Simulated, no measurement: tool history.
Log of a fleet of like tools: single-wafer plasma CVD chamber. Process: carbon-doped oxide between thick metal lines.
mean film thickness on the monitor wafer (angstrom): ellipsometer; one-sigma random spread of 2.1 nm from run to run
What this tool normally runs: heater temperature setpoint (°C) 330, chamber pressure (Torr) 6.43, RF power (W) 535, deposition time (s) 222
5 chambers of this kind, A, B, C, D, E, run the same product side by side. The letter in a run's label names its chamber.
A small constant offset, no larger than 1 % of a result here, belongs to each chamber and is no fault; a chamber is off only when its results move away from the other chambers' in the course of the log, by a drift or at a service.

run   hour  heater temperature setpoint (°C)  chamber pressure (Torr)  RF power (W)  deposition time (s)  read-back reference wafer on the same gauge, thickness_nm  mean film thickness on the monitor wafer (angstrom)
 1E   10.9                               330                     6.43           535                  222                                                     1179.9                                                12646
 2B   18.2                               330                     6.43           535                  222                                                     1179.4                                                12765
 3A   25.6                               330                     6.43           535                  222                                                     1179.4                                                12834
 4D   40.4                               330                     6.43           535                  222                                                     1179.1                                                12756
 5C   54.1                               330                     6.43           535                  222                                                     1179.3                                                12743
 6D   64.8                               330                     6.43           535                  222                                                     1178.0                                                12717
 7E   75.5                               330                     5.42           535                  222                                                     1178.7                                                12390
 8A   84.1                               330                     5.42           535                  222                                                     1178.4                                                12558
 9B   93.3                               330                     5.42           535                  222                                                     1178.3                                                12519
     102.0  -- chamber A: capacitance manometer re-zeroed and calibrated
10C  107.7                               330                     5.42           535                  222                                                     1177.6                                                12474
11A  120.0                               330                     5.42           535                  222                                                     1177.6                                                12539
12C  132.4                               330                     6.43           535                  222                                                     1177.6                                                12721
13D  146.2                               330                     6.43           535                  222                                                     1177.1                                                12680
14E  156.0                               330                     6.43           535                  222                                                     1176.3                                                12637
15B  170.6                               330                     6.43           535                  222                                                     1176.1                                                12751
     174.6  -- chamber E: RF generator calibrated
16A  181.6                               330                     6.43           535                  222                                                     1176.0                                                12792
17D  196.9                               320                     6.43           535                  258                                                     1176.1                                                15249
18C  210.7                               320                     6.43           535                  258                                                     1175.7                                                15251
     213.3  -- chamber D: capacitance manometer re-zeroed and calibrated
19B  224.2                               320                     6.43           535                  258                                                     1175.4                                                15305
20E  234.7                               320                     6.43           535                  258                                                     1174.9                                                15162
21B  243.2                               320                     6.43           535                  258                                                     1175.0                                                15264
22A  254.3                               323                     6.43           535                  222                                                     1175.2                                                13099
23C  262.2                               323                     6.43           535                  222                                                     1174.4                                                12955
24E  271.1                               323                     6.43           535                  222                                                     1174.4                                                12930
25D  279.7                               323                     6.43           535                  222                                                     1174.3                                                12978
26B  294.1                               323                     6.43           535                  222                                                     1174.5                                                13021
27A  306.1                               330                     6.43           535                  222                                                     1173.4                                                12733
28C  316.7                               321                     6.43           535                  257                                                     1174.2                                                15150
     320.9  -- chamber C: capacitance manometer re-zeroed and calibrated
29E  326.3                               321                     6.43           535                  257                                                     1172.9                                                15043
30D  340.0                               321                     6.43           535                  257                                                     1173.3                                                15091
31E  354.4                               321                     6.43           535                  257                                                     1173.4                                                14968
32A  366.9                               321                     6.43           535                  257                                                     1173.0                                                15232
33C  376.4                               330                     6.43           535                  222                                                     1172.7                                                12659
34B  385.5                               330                     6.43           535                  222                                                     1171.9                                                12689

Next, all 5 chambers run the settings below, one line each with question marks for the results. What does each chamber give?
35A  396.5                               330                     6.43           535                  222                                                                                                               ?
35B  396.5                               330                     6.43           535                  222                                                                                                               ?
35C  396.5                               330                     6.43           535                  222                                                                                                               ?
35D  396.5                               330                     6.43           535                  222                                                                                                               ?
35E  396.5                               330                     6.43           535                  222                                                                                                               ?

run  mean film thickness on the monitor wafer (angstrom)
35A                                                12755
35B                                                12686
35C                                                12662
35D                                                12654
35E                                                12643
